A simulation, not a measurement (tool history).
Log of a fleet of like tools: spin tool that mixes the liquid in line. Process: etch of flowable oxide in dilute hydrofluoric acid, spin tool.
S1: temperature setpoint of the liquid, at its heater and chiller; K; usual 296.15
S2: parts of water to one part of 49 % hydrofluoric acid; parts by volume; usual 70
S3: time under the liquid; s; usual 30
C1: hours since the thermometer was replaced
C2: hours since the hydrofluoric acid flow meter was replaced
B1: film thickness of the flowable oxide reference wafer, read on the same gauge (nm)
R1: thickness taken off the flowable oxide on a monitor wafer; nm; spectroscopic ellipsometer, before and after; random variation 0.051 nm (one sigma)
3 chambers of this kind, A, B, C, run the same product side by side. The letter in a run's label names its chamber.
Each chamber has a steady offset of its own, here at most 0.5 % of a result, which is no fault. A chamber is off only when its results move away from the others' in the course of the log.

run 1B day=0.329 | S1=296.15 S2=70 S3=30 | C1=1741 C2=677.9 | B1=40.029 | R1=10.572
run 2C day=0.571 | S1=296.15 S2=70 S3=30 | C1=270 C2=193.4 | B1=40.002 | R1=10.586
-- day=0.833 chamber B: hydrofluoric acid flow meter replaced
run 3A day=0.962 | S1=296.15 S2=70 S3=30 | C1=581.9 C2=1058.5 | B1=40.002 | R1=10.638
run 4C day=1.471 | S1=296.15 S2=70 S3=30 | C1=291.6 C2=215 | B1=39.995 | R1=10.549
run 5B day=1.771 | S1=296.15 S2=70 S3=30 | C1=1775.6 C2=22.5 | B1=40.031 | R1=10.689
run 6A day=2.192 | S1=296.15 S2=70 S3=30 | C1=611.4 C2=1088 | B1=40.002 | R1=10.573
run 7C day=2.488 | S1=300.15 S2=85 S3=30 | C1=316 C2=239.4 | B1=39.999 | R1=10.119
run 8B day=2.888 | S1=300.15 S2=85 S3=30 | C1=1802.4 C2=49.3 | B1=39.996 | R1=10.045
run 9A day=3.2 | S1=300.15 S2=85 S3=30 | C1=635.6 C2=1112.2 | B1=39.999 | R1=10.009
run 10C day=3.517 | S1=296.15 S2=70 S3=30 | C1=340.7 C2=264.1 | B1=39.98 | R1=10.614
run 11A day=3.775 | S1=296.15 S2=70 S3=30 | C1=649.4 C2=1126 | B1=39.964 | R1=10.663
run 12B day=4.225 | S1=296.15 S2=70 S3=30 | C1=1834.5 C2=81.4 | B1=39.99 | R1=10.697
run 13B day=4.729 | S1=298.65 S2=55 S3=30 | C1=1846.6 C2=93.5 | B1=39.988 | R1=15.233
run 14A day=5.25 | S1=298.65 S2=55 S3=30 | C1=684.8 C2=1161.4 | B1=39.992 | R1=15.247
run 15C day=5.783 | S1=298.65 S2=55 S3=30 | C1=395.1 C2=318.5 | B1=40.01 | R1=15.352
run 16B day=6.033 | S1=296.15 S2=85 S3=45 | C1=1877.9 C2=124.8 | B1=39.993 | R1=12.949
run 17C day=6.446 | S1=296.15 S2=85 S3=45 | C1=411 C2=334.4 | B1=39.99 | R1=12.903
run 18A day=6.792 | S1=296.15 S2=85 S3=45 | C1=721.8 C2=1198.4 | B1=40.006 | R1=12.853
run 19C day=7.271 | S1=296.15 S2=70 S3=30 | C1=430.8 C2=354.2 | B1=40.019 | R1=10.608
run 20B day=7.754 | S1=296.15 S2=70 S3=30 | C1=1919.2 C2=166.1 | B1=39.989 | R1=10.671
run 21A day=8.079 | S1=296.15 S2=70 S3=30 | C1=752.7 C2=1229.3 | B1=40.003 | R1=10.696
run 22C day=8.579 | S1=296.15 S2=70 S3=30 | C1=462.2 C2=385.6 | B1=39.998 | R1=10.624
run 23A day=9.129 | S1=296.15 S2=70 S3=30 | C1=777.9 C2=1254.5 | B1=39.979 | R1=10.71
run 24B day=9.442 | S1=296.15 S2=70 S3=30 | C1=1959.7 C2=206.6 | B1=39.977 | R1=10.694
run 25B day=9.846 | S1=293.15 S2=70 S3=30 | C1=1969.4 C2=216.3 | B1=39.991 | R1=9.3714
run 26C day=10.262 | S1=293.15 S2=70 S3=30 | C1=502.6 C2=426 | B1=40.024 | R1=9.3428
-- day=10.35 chamber C: thermometer replaced
run 27A day=10.725 | S1=293.15 S2=70 S3=30 | C1=816.2 C2=1292.8 | B1=40.013 | R1=9.3847
run 28C day=11.258 | S1=296.15 S2=70 S3=30 | C1=21.8 C2=449.9 | B1=39.986 | R1=10.667

Is one chamber off against the others, does the gauge drift, or is nothing wrong? If a chamber is off, say which, and what the likeliest cause is.

No chamber stands off beyond its own small offset, and the gauge holds steady.

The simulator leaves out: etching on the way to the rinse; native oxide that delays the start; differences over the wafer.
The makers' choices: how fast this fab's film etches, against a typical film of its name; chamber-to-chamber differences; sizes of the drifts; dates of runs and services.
